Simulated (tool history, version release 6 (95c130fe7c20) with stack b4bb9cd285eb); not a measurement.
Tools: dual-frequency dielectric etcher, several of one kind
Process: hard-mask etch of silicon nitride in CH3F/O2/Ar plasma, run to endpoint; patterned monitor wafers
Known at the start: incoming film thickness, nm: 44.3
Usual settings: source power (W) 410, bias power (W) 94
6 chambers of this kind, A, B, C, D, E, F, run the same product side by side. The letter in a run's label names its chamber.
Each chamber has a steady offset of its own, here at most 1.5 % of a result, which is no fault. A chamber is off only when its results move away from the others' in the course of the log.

run	day	source power (W)	bias power (W)	hours since the last wet clean	hours since the last source power generator calibration	hours since the last bias power generator calibration	endpoint time (s)
1E	0.208	410	94	157.8	2094.9	3866.3	57.841
2C	0.638	410	94	125.4	1677.7	109.8	57.711
3D	0.888	410	94	43.4	1549.1	2425.8	57.264
4A	1.225	410	94	221.8	1313.5	1852.7	57.467
5F	1.538	410	94	500.0	208.3	3677.2	56.547
6B	1.742	410	94	244.7	841.1	1677.4	58.839
7E	2.146	350	108	204.3	2141.4	3912.8	58.678
8F	2.467	350	108	522.3	230.6	3699.5	57.312
9C	2.846	350	108	178.4	1730.7	162.8	57.727
10D	3.079	350	108	96.0	1601.7	2478.4	58.375
11B	3.471	350	108	286.2	882.6	1718.9	58.470
12A	3.825	350	108	284.2	1375.9	1915.1	58.456
13C	4.025	410	94	206.7	1759.0	191.1	56.678
14E	4.304	410	94	256.1	2193.2	3964.6	57.613
15F	4.575	410	94	572.9	281.2	3750.1	57.121
# day 4.658: chamber A: bias power generator calibrated
16D	4.888	410	94	139.4	1645.1	2521.8	57.233
17B	5.325	410	94	330.7	927.1	1763.4	58.618
18A	5.625	440	112	327.4	1419.1	23.2	52.481
19E	6.033	440	112	297.6	2234.7	4006.1	52.563
20D	6.450	440	112	176.9	1682.6	2559.3	52.328
# day 6.579: chamber F: wet clean of the chamber
21C	6.862	440	112	274.8	1827.1	259.2	51.720
22F	7.321	440	112	17.9	347.1	3816.0	51.887
23A	7.758	440	112	378.6	1470.3	74.4	52.983
24B	8.121	410	94	397.8	994.2	1830.5	58.474
25E	8.512	410	94	357.1	2294.2	4065.6	58.216
26D	8.896	410	94	235.6	1741.3	2618.0	57.824
27A	9.138	410	94	411.7	1503.4	107.5	57.719
28C	9.475	490	94	337.5	1889.8	321.9	52.603
29F	9.775	490	94	76.8	406.0	3874.9	53.819
# day 10.138: chamber A: wet clean of the chamber
30B	10.179	490	94	447.2	1043.6	1879.9	54.654
31D	10.617	490	94	276.9	1782.6	2659.3	53.612
32B	10.942	490	94	465.5	1061.9	1898.2	53.887
33A	11.379	490	94	29.8	1557.2	161.3	53.759
34C	11.658	410	94	389.9	1942.2	374.3	55.744
# day 11.812: chamber B: wet clean of the chamber
35E	11.862	460	103	437.5	2374.6	4146.0	53.675
# day 12.304: chamber D: wet clean of the chamber
36F	12.304	460	103	137.5	466.7	3935.6	52.977
37C	12.512	460	103	410.4	1962.7	394.8	51.533
# day 12.562: chamber B: bias power generator calibrated
38A	12.812	460	103	64.2	1591.6	195.7	53.582
39B	13.083	460	103	30.5	1113.3	12.5	54.595
# day 13.167: chamber E: wet clean of the chamber
40D	13.412	460	103	26.6	1849.7	2726.4	53.137
41F	13.729	410	94	171.7	500.9	3969.8	57.072
42E	14.133	410	94	23.2	2429.1	4200.5	57.786
43C	14.583	410	94	460.1	2012.4	444.5	54.636

All 6 chambers run these settings next. Forecast each chamber's results:
44A	14.912	410	94				?
44B	14.912	410	94				?
44C	14.912	410	94				?
44D	14.912	410	94				?
44E	14.912	410	94				?
44F	14.912	410	94				?

run	endpoint time (s)
44A	57.640
44B	59.198
44C	54.295
44D	56.670
44E	57.861
44F	57.332
